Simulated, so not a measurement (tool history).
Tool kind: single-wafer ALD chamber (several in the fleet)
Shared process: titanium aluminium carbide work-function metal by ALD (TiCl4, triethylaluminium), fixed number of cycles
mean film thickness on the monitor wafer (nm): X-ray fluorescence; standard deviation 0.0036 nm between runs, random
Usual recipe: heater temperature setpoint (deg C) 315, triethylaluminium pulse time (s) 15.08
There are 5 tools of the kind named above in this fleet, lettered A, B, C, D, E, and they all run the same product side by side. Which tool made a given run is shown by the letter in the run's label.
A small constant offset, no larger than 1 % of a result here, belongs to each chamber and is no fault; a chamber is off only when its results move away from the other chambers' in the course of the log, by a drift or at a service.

run    day  heater temperature setpoint (deg C)  triethylaluminium pulse time (s)  read-back reference wafer on the same gauge, thickness_nm  mean film thickness on the monitor wafer (nm)
 1E  0.175                                  315                             15.08                                                     1.8498                                         2.1724
     0.262  -- chamber B: thermocouple changed; heater temperature recalibrated
 2C  0.442                                  315                             15.08                                                     1.8506                                         2.1731
 3B  0.654                                  315                             15.08                                                     1.8507                                         2.2042
 4D  0.992                                  315                             15.08                                                     1.8510                                         2.2014
 5A  1.154                                  315                             15.08                                                     1.8512                                         2.1717
 6A  1.358                                  315                             15.08                                                     1.8525                                         2.1616
 7B  1.617                                  315                             15.08                                                     1.8517                                         2.2114
 8E  1.967                                  304                             13.12                                                     1.8538                                         2.0650
 9D  2.242                                  304                             13.12                                                     1.8535                                         2.0916
10C  2.479                                  304                             13.12                                                     1.8529                                         2.0640
11B  2.642                                  304                             13.12                                                     1.8541                                         2.1022
12A  2.846                                  304                             13.12                                                     1.8544                                         2.0658
13E  3.092                                  315                             15.08                                                     1.8539                                         2.1759
14D  3.329                                  315                             15.08                                                     1.8546                                         2.2113
15C  3.567                                  315                             15.08                                                     1.8548                                         2.1661
16B  3.925                                  315                             15.08                                                     1.8566                                         2.2079
17A  4.267                                  315                             15.08                                                     1.8560                                         2.1732
18E  4.450                                  315                             19.63                                                     1.8567                                         2.1878
19C  4.788                                  315                             19.63                                                     1.8567                                         2.1955
20D  5.033                                  315                             19.63                                                     1.8577                                         2.2235
21D  5.258                                  315                             19.63                                                     1.8580                                         2.2177
22E  5.567                                  315                             19.63                                                     1.8591                                         2.1987
23B  5.917                                  315                             15.08                                                     1.8590                                         2.2199
24C  6.104                                  315                             15.08                                                     1.8590                                         2.1735
25A  6.362                                  315                             15.08                                                     1.8595                                         2.1752
26A  6.533                                  315                             15.08                                                     1.8595                                         2.1831
27D  6.900                                  315                             15.08                                                     1.8602                                         2.2137
28E  7.179                                  315                             15.08                                                     1.8607                                         2.1875
29C  7.383                                  315                             15.08                                                     1.8612                                         2.1823
30B  7.725                                  315                             15.08                                                     1.8618                                         2.2120
31E  7.933                                  315                             15.08                                                     1.8613                                         2.1828
32B  8.138                                  315                             15.08                                                     1.8624                                         2.2171

All chambers now run identical settings, listed one chamber a line with results as question marks. What results will each chamber show?
33A  8.400                                  315                             10.42                                                                                                         ?
33B  8.400                                  315                             10.42                                                                                                         ?
33C  8.400                                  315                             10.42                                                                                                         ?
33D  8.400                                  315                             10.42                                                                                                         ?
33E  8.400                                  315                             10.42                                                                                                         ?

run  mean film thickness on the monitor wafer (nm)
33A                                         2.1247
33B                                         2.1630
33C                                         2.1356
33D                                         2.1696
33E                                         2.1385
